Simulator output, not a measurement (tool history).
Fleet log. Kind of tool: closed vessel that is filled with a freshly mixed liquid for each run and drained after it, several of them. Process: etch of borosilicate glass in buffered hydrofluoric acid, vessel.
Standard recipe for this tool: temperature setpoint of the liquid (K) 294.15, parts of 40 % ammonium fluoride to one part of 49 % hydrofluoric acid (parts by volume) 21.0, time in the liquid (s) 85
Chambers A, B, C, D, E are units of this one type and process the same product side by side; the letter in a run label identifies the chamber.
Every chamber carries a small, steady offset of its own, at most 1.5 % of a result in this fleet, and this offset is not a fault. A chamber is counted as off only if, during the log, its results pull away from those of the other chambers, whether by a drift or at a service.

run,hour,temperature setpoint of the liquid (K),parts of 40 % ammonium fluoride to one part of 49 % hydrofluoric acid (parts by volume),time in the liquid (s),"read-back film thickness of the borosilicate glass reference wafer, read on the same gauge (nm)",thickness taken off the borosilicate glass on a monitor wafer (Å)
1D,6.7,294.15,21.0,85,89.994,441.54
2E,11.8,294.15,21.0,85,89.979,441.80
3A,16.9,294.15,21.0,85,90.009,444.73
4C,19.8,294.15,21.0,85,90.003,438.57
5B,25.0,294.15,21.0,85,89.988,438.07
6A,31.3,294.15,21.0,85,89.997,445.81
7E,34.5,294.15,21.0,85,90.028,439.17
8C,38.3,294.15,21.0,85,90.006,439.63
9D,44.1,294.15,21.0,85,90.017,436.38
# hour 44.4: chamber A: thermometer replaced
10B,50.1,294.15,21.0,85,90.003,439.38
11C,56.1,294.15,21.0,85,89.996,434.96
12A,59.9,294.15,25.0,115,90.012,533.55
13E,66.5,294.15,25.0,115,90.012,520.88
14D,71.0,294.15,25.0,115,89.996,531.37
15B,77.2,294.15,25.0,115,90.006,521.46
16A,80.2,294.15,25.0,115,90.003,545.17
17D,86.7,294.15,21.0,85,90.010,440.32
18E,91.4,294.15,21.0,85,90.001,433.51
19B,94.6,294.15,16.5,50,89.996,324.61
20C,99.5,294.15,16.5,50,90.008,323.83
21A,103.3,294.15,16.5,50,90.005,338.56
22B,108.0,294.15,16.5,50,89.998,324.56
23C,111.6,294.15,16.5,50,89.999,328.83
24D,115.8,294.15,21.0,85,89.994,437.41
25E,121.2,294.15,21.0,85,89.983,439.37
26D,124.3,294.15,21.0,85,90.020,437.34
27C,130.0,294.15,21.0,85,89.982,443.41
# hour 130.9: chamber C: hydrofluoric acid flow meter replaced
28A,135.3,294.15,21.0,85,89.988,460.90
29B,141.1,294.15,21.0,85,90.010,439.93
30E,144.2,294.15,21.0,85,89.996,429.05
31E,149.8,294.15,13.5,85,90.011,660.84
32A,156.0,294.15,13.5,85,89.994,711.90
33B,159.5,294.15,13.5,85,90.007,676.87
34D,165.6,294.15,13.5,85,90.002,651.88
35C,172.4,294.15,13.5,85,89.994,672.68
36C,176.8,296.65,21.0,40,90.007,235.40
37E,181.5,296.65,21.0,40,90.006,238.70
38B,188.2,296.65,21.0,40,90.021,233.73
39A,192.0,296.65,21.0,40,90.018,257.80
40D,197.0,296.65,21.0,40,89.999,231.68
41A,201.0,294.15,21.0,85,89.998,474.97
42C,207.0,294.15,21.0,85,90.004,441.15
43D,212.6,294.15,21.0,85,89.993,433.91
44E,216.3,294.15,21.0,85,90.013,436.23

All 5 chambers run these settings next. Forecast each chamber's results:
45A,221.2,294.15,21.0,85,,?
45B,221.2,294.15,21.0,85,,?
45C,221.2,294.15,21.0,85,,?
45D,221.2,294.15,21.0,85,,?
45E,221.2,294.15,21.0,85,,?

run,thickness taken off the borosilicate glass on a monitor wafer (Å)
45A,478.83
45B,437.41
45C,433.83
45D,444.09
45E,427.85
